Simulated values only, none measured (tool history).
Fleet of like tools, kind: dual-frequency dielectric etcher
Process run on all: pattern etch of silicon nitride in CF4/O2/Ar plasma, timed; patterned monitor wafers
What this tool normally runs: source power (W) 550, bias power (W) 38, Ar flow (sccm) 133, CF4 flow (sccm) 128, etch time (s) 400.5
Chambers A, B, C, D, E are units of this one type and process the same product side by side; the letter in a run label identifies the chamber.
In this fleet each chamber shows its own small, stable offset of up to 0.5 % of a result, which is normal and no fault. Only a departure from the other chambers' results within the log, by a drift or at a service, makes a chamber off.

run,day,source power (W),bias power (W),Ar flow (sccm),CF4 flow (sccm),etch time (s),"read-back reference wafer on the same gauge, depth_nm",mean etch depth across the wafer (nm)
1D,0.462,550,38,133,128,400.5,838.07,750.98
2E,0.883,550,38,133,128,400.5,838.10,742.53
# day 1.246: chamber B: CF4 flow controller replaced
3B,1.300,550,38,133,128,400.5,838.00,746.97
4A,1.788,550,38,133,128,400.5,837.43,753.20
5C,2.083,550,38,133,128,400.5,837.55,749.01
6A,2.388,550,38,133,128,400.5,837.83,749.42
# day 2.429: chamber D: wet clean of the chamber
7D,2.854,550,38,133,128,400.5,837.77,745.08
8B,3.188,550,38,133,128,400.5,838.01,747.91
9C,3.517,550,38,133,128,400.5,838.37,746.21
10E,3.850,550,38,133,128,400.5,837.31,746.35
11C,4.333,550,38,106,128,400.5,837.45,767.01
12E,4.671,550,38,106,128,400.5,838.10,768.55
# day 4.942: chamber C: wet clean of the chamber
13D,5.029,550,38,106,128,400.5,837.84,773.76
14B,5.504,550,38,106,128,400.5,837.77,772.24
15A,5.779,550,38,106,128,400.5,838.15,774.65
16A,6.325,550,38,133,128,400.5,837.95,748.49
17B,6.846,550,38,133,128,400.5,837.49,748.52
18D,7.088,550,38,133,128,400.5,837.96,747.77
19E,7.354,550,38,133,128,400.5,837.72,743.67
20C,7.738,550,38,133,128,400.5,837.84,743.57
21C,8.225,550,38,133,128,400.5,838.10,745.33
22D,8.542,550,38,133,128,400.5,837.86,752.17
23B,8.788,550,38,133,128,400.5,836.94,746.82
24A,9.071,490,38,133,128,505.5,838.50,854.82
25E,9.338,490,38,133,128,505.5,837.62,847.44
26B,9.742,490,38,133,128,505.5,838.04,851.77
27C,10.300,490,38,133,128,505.5,837.75,850.33
28E,10.838,490,38,133,128,505.5,837.43,847.80
29A,11.158,550,38,133,128,400.5,837.45,749.68
30D,11.508,480,38,133,128,400.5,837.92,664.10
31D,11.975,480,38,133,128,400.5,837.80,666.42
32C,12.275,480,38,133,128,400.5,837.97,657.08
# day 12.475: chamber A: wet clean of the chamber
33A,12.767,480,38,133,128,400.5,837.94,665.39
34B,13.083,480,38,133,128,400.5,838.39,661.89
35E,13.383,550,38,133,128,400.5,837.94,748.92

Predict what each chamber gives when all 5 of them run the settings below next.
36A,13.783,550,38,133,128,400.5,,?
36B,13.783,550,38,133,128,400.5,,?
36C,13.783,550,38,133,128,400.5,,?
36D,13.783,550,38,133,128,400.5,,?
36E,13.783,550,38,133,128,400.5,,?

run,mean etch depth across the wafer (nm)
36A,749.02
36B,745.07
36C,744.38
36D,749.26
36E,745.59
